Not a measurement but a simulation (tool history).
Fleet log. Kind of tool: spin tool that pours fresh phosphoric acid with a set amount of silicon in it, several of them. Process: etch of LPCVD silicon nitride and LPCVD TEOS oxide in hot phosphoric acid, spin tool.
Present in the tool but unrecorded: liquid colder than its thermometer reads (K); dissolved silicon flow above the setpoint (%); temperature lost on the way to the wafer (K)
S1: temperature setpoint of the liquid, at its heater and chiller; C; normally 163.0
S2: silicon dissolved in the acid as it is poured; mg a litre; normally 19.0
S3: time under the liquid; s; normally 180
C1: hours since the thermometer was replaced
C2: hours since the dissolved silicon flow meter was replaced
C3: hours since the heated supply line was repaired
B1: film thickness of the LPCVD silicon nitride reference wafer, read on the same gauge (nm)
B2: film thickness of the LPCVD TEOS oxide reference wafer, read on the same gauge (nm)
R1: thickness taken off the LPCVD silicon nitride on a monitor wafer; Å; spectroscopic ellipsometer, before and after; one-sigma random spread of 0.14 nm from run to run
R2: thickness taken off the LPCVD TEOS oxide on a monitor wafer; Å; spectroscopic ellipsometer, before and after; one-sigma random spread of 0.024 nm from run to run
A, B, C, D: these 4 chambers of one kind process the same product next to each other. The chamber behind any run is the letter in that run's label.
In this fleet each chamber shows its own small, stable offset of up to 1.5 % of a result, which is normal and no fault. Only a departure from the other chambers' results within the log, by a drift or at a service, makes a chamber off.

| run | hour | S1 | S2 | S3 | C1 | C2 | C3 | B1 | B2 | R1 | R2 |
|---|---|---|---|---|---|---|---|---|---|---|---|
| 1A | 12.8 | 163.0 | 19.0 | 180 | 1793.9 | 566.7 | 2920.5 | 140.00 | 120.00 | 201.28 | 2.8241 |
| 2B | 26.2 | 163.0 | 19.0 | 180 | 444.9 | 95.0 | 2091.0 | 140.00 | 119.99 | 191.82 | 2.8309 |
| 3C | 38.2 | 163.0 | 19.0 | 180 | 2603.5 | 314.9 | 2349.0 | 140.01 | 119.98 | 201.30 | 3.0612 |
| 4D | 46.6 | 163.0 | 19.0 | 180 | 1569.4 | 945.4 | 956.2 | 139.97 | 120.01 | 197.25 | 3.2631 |
| 5A | 54.8 | 163.0 | 19.0 | 245 | 1835.9 | 608.7 | 2962.5 | 140.01 | 119.94 | 274.05 | 4.1199 |
| 6C | 61.9 | 163.0 | 19.0 | 245 | 2627.2 | 338.6 | 2372.7 | 140.02 | 119.99 | 268.70 | 4.4018 |
| 7B | 72.0 | 163.0 | 19.0 | 245 | 490.7 | 140.8 | 2136.8 | 140.02 | 120.04 | 266.17 | 4.1026 |
| 8D | 80.2 | 163.0 | 19.0 | 245 | 1603.0 | 979.0 | 989.8 | 140.03 | 120.01 | 268.06 | 4.3216 |
|  | 81.8 | chamber D: heated supply line repaired |
| 9B | 94.8 | 163.0 | 19.0 | 180 | 513.5 | 163.6 | 2159.6 | 140.00 | 119.99 | 195.04 | 2.7746 |
| 10C | 103.7 | 163.0 | 19.0 | 180 | 2669.0 | 380.4 | 2414.5 | 139.99 | 120.00 | 198.42 | 3.1888 |
| 11D | 112.7 | 166.0 | 27.5 | 180 | 1635.5 | 1011.5 | 30.9 | 139.97 | 119.97 | 215.07 | 2.7791 |
| 12A | 125.3 | 166.0 | 27.5 | 180 | 1906.4 | 679.2 | 3033.0 | 139.95 | 119.98 | 220.72 | 2.5569 |
| 13D | 136.8 | 166.0 | 27.5 | 180 | 1659.6 | 1035.6 | 55.0 | 140.01 | 119.99 | 212.83 | 2.7327 |
| 14C | 144.5 | 166.0 | 27.5 | 180 | 2709.8 | 421.2 | 2455.3 | 140.00 | 119.99 | 219.80 | 2.6799 |
| 15A | 152.8 | 163.0 | 19.0 | 180 | 1933.9 | 706.7 | 3060.5 | 140.03 | 120.05 | 201.10 | 2.8578 |
| 16B | 164.7 | 162.0 | 19.0 | 265 | 583.4 | 233.5 | 2229.5 | 140.02 | 120.04 | 273.72 | 3.9818 |
| 17D | 180.3 | 162.0 | 19.0 | 265 | 1703.1 | 1079.1 | 98.5 | 139.97 | 119.99 | 270.61 | 3.9170 |
| 18B | 192.4 | 162.0 | 19.0 | 265 | 611.1 | 261.2 | 2257.2 | 140.00 | 120.02 | 278.80 | 4.6491 |
| 19C | 202.4 | 162.0 | 19.0 | 265 | 2767.7 | 479.1 | 2513.2 | 139.99 | 120.00 | 280.20 | 3.4969 |
| 20A | 213.9 | 163.0 | 19.0 | 180 | 1995.0 | 767.8 | 3121.6 | 140.02 | 120.00 | 202.33 | 2.6603 |
|  | 214.9 | chamber C: thermometer replaced |
| 21D | 228.2 | 161.5 | 24.0 | 180 | 1751.0 | 1127.0 | 146.4 | 140.02 | 119.99 | 179.43 | 2.0609 |
| 22A | 240.0 | 161.5 | 24.0 | 180 | 2021.1 | 793.9 | 3147.7 | 139.97 | 120.00 | 189.76 | 2.1861 |
| 23C | 247.6 | 161.5 | 24.0 | 180 | 32.7 | 524.3 | 2558.4 | 139.95 | 119.97 | 187.53 | 2.0363 |
| 24B | 260.3 | 161.5 | 24.0 | 180 | 679.0 | 329.1 | 2325.1 | 139.97 | 120.00 | 187.47 | 2.1575 |
| 25A | 274.4 | 163.0 | 19.0 | 180 | 2055.5 | 828.3 | 3182.1 | 140.00 | 120.04 | 200.76 | 3.0029 |
| 26C | 284.6 | 163.0 | 19.0 | 180 | 69.7 | 561.3 | 2595.4 | 140.01 | 120.02 | 197.55 | 3.1336 |
| 27D | 294.2 | 163.0 | 19.0 | 180 | 1817.0 | 1193.0 | 212.4 | 140.01 | 120.02 | 182.87 | 2.2641 |
| 28B | 302.0 | 163.0 | 19.0 | 180 | 720.7 | 370.8 | 2366.8 | 140.01 | 119.98 | 195.67 | 2.9996 |
| 29C | 314.3 | 163.0 | 19.0 | 180 | 99.4 | 591.0 | 2625.1 | 139.98 | 119.96 | 197.86 | 3.1660 |
| 30B | 327.4 | 163.0 | 19.0 | 180 | 746.1 | 396.2 | 2392.2 | 140.04 | 119.97 | 196.29 | 3.3069 |
| 31D | 339.1 | 163.0 | 19.0 | 180 | 1861.9 | 1237.9 | 257.3 | 139.99 | 119.97 | 180.15 | 2.5163 |

For the next run the whole fleet of 4 chambers uses the same settings. Give each chamber's results:
| 32A | 350.4 | 163.0 | 19.0 | 180 |  |  |  |  |  | ? | ? |
| 32B | 350.4 | 163.0 | 19.0 | 180 |  |  |  |  |  | ? | ? |
| 32C | 350.4 | 163.0 | 19.0 | 180 |  |  |  |  |  | ? | ? |
| 32D | 350.4 | 163.0 | 19.0 | 180 |  |  |  |  |  | ? | ? |

| run | R1 | R2 |
|---|---|---|
| 32A | 200.66 | 2.9821 |
| 32B | 195.74 | 2.8768 |
| 32C | 194.36 | 2.7551 |
| 32D | 180.19 | 2.3866 |
